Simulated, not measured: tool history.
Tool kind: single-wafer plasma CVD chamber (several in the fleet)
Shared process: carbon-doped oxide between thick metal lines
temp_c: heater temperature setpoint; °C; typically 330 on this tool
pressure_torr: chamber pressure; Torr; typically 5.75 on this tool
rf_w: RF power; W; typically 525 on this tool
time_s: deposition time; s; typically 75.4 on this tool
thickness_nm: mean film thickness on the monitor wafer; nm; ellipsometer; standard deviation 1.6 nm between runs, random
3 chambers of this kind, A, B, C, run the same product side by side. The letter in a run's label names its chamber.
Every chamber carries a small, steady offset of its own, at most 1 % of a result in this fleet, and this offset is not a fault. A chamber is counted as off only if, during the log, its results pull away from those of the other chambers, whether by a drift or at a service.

run   hour  temp_c  pressure_torr  rf_w  time_s  hours since the last thermocouple change  hours since the last RF generator calibration  hours since the last manometer calibration  read-back reference wafer on the same gauge, thickness_nm  thickness_nm
 1B    9.4     330           5.75   525    75.4                                    1085.9                                         1036.9                                      1498.5                                                     440.35        428.76
 2C   17.4     330           5.75   525    75.4                                    1518.3                                            506                                       719.8                                                     439.61         423.7
      24.2  -- chamber A: thermocouple changed; heater temperature recalibrated
 3A   26.7     330           5.75   525    75.4                                       2.5                                           79.5                                         961                                                     439.77        421.75
 4A   35.2     330           5.75   525    75.4                                        11                                             88                                       969.5                                                      440.3        422.28
 5C   42.3     330           5.75   525    75.4                                    1543.2                                          530.9                                       744.7                                                     439.77        424.19
 6B     49     330           5.75   525    75.4                                    1125.5                                         1076.5                                      1538.1                                                      440.2        426.02
 7C   56.7     330           5.75   525    75.4                                    1557.6                                          545.3                                       759.1                                                     440.31        421.64
      61.7  -- chamber C: thermocouple changed; heater temperature recalibrated
 8A   66.9     330           5.75   525    75.4                                      42.7                                          119.7                                      1001.2                                                     440.27           422
 9B   76.4     330           5.75   525    75.4                                    1152.9                                         1103.9                                      1565.5                                                     440.26        423.53
10A   84.3     330           5.75   525    75.4                                      60.1                                          137.1                                      1018.6                                                     439.89        420.74
11C   92.5     330           5.75   525    75.4                                      30.9                                          581.1                                       794.9                                                     439.89        423.91
12B   97.3     330           5.75   525    75.4                                    1173.8                                         1124.8                                      1586.4                                                     440.52        422.62
13C  105.4     330           5.75   525    75.4                                      43.8                                            594                                       807.8                                                     440.35        420.37
14A  114.3     330           5.75   525    75.4                                      90.1                                          167.1                                      1048.6                                                     440.14        419.33
15B  122.6     330           5.75   595    75.4                                    1199.1                                         1150.1                                      1611.7                                                     440.02        457.91
16C  131.7     330           5.75   595    75.4                                      70.1                                          620.3                                       834.1                                                      440.2        456.12
17A  137.5     330           5.75   595    75.4                                     113.3                                          190.3                                      1071.8                                                     439.69        455.06
18B  146.8     330           5.75   525    75.4                                    1223.3                                         1174.3                                      1635.9                                                     440.03        421.34
19B  151.6     330           5.75   525    75.4                                    1228.1                                         1179.1                                      1640.7                                                     440.21        418.64
20A  158.1     330           5.75   470    86.8                                     133.9                                          210.9                                      1092.4                                                     439.87        450.91
21C  167.8     330           5.75   470    86.8                                     106.2                                          656.4                                       870.2                                                     440.01        452.39
22C    178     330           5.75   470    86.8                                     116.4                                          666.6                                       880.4                                                     440.14           453
23A  187.4     330           4.68   600    75.4                                     163.2                                          240.2                                      1121.7                                                     440.33        445.03
     193.6  -- chamber B: thermocouple changed; heater temperature recalibrated
24B  196.1     330           4.68   600    75.4                                       2.5                                         1223.6                                      1685.2                                                     440.32        435.63
25C  200.7     330           4.68   600    75.4                                     139.1                                          689.3                                       903.1                                                     440.06        443.85
26B  210.6     330           5.75   525    75.4                                        17                                         1238.1                                      1699.7                                                        440         414.4
27A  215.3     330           5.75   525    75.4                                     191.1                                          268.1                                      1149.6                                                     439.84        421.09
28A    221     330           5.75   525    75.4                                     196.8                                          273.8                                      1155.3                                                     440.23        421.19
29B  229.4     330           5.75   525    75.4                                      35.8                                         1256.9                                      1718.5                                                     439.98        414.77
30C  238.2     330           5.75   525    75.4                                     176.6                                          726.8                                       940.6                                                     440.23        421.18
31C  248.1     330           5.75   525    75.4                                     186.5                                          736.7                                       950.5                                                     440.11        421.59
32B  257.9     330           5.75   525    75.4                                      64.3                                         1285.4                                        1747                                                     440.14        412.27
33A  265.7     330           5.75   525    75.4                                     241.5                                          318.5                                        1200                                                     440.23        422.67
34A  274.9     330           5.75   525    75.4                                     250.7                                          327.7                                      1209.2                                                     439.77        419.57
     279.6  -- chamber B: capacitance manometer re-zeroed and calibrated
35B  280.3     330           5.75   525    75.4                                      86.7                                         1307.8                                         0.7                                                     440.21        412.36
36C  289.7     330           4.82   525    75.4                                     228.1                                          778.3                                       992.1                                                     440.16        411.93
37A  295.1     330           4.82   525    75.4                                     270.9                                          347.9                                      1229.4                                                      440.1        411.28
38C  303.3     330           4.82   525    75.4                                     241.7                                          791.9                                      1005.7                                                     440.22        409.07
39B  312.4     330           5.75   525    75.4                                     118.8                                         1339.9                                        32.8                                                     439.78        412.22
40C  317.1     330           5.75   525    75.4                                     255.5                                          805.7                                      1019.5                                                      439.8        422.55

Has any chamber moved away from the others, gradually or after a service, or does the common gauge drift, or do the chambers differ only by their own small steady offsets? State the chamber and the most likely cause if one applies.

Chamber B drifts away from the others.
Most likely cause: delivered RF power below the setpoint (%) = 6.87.

Chamber B could run next with any of the 4 candidate recipes listed below; each alters the usual settings, and their results appear as question marks. Which one brings its results back in line with what the other chambers deliver on the usual settings?
In line means no further than this from the other chambers' mean on the usual settings: thickness_nm 5.6 nm
41B-1  324.4     330           5.73   520    73.9                                                                                                                                                                                                             ?
41B-2  324.4     329           5.75   540    78.6                                                                                                                                                                                                             ?
41B-3  324.4     330           7.58   525    75.4                                                                                                                                                                                                             ?
41B-4  324.4     332           5.62   485    75.4                                                                                                                                                                                                             ?

The mean the other chambers reach with the usual settings: thickness_nm 421.29 nm
  run  thickness_nm
41B-1        399.01
41B-2        436.07
41B-3        420.21
41B-4         385.9
With 41B-3, the chamber falls back in line with the rest.

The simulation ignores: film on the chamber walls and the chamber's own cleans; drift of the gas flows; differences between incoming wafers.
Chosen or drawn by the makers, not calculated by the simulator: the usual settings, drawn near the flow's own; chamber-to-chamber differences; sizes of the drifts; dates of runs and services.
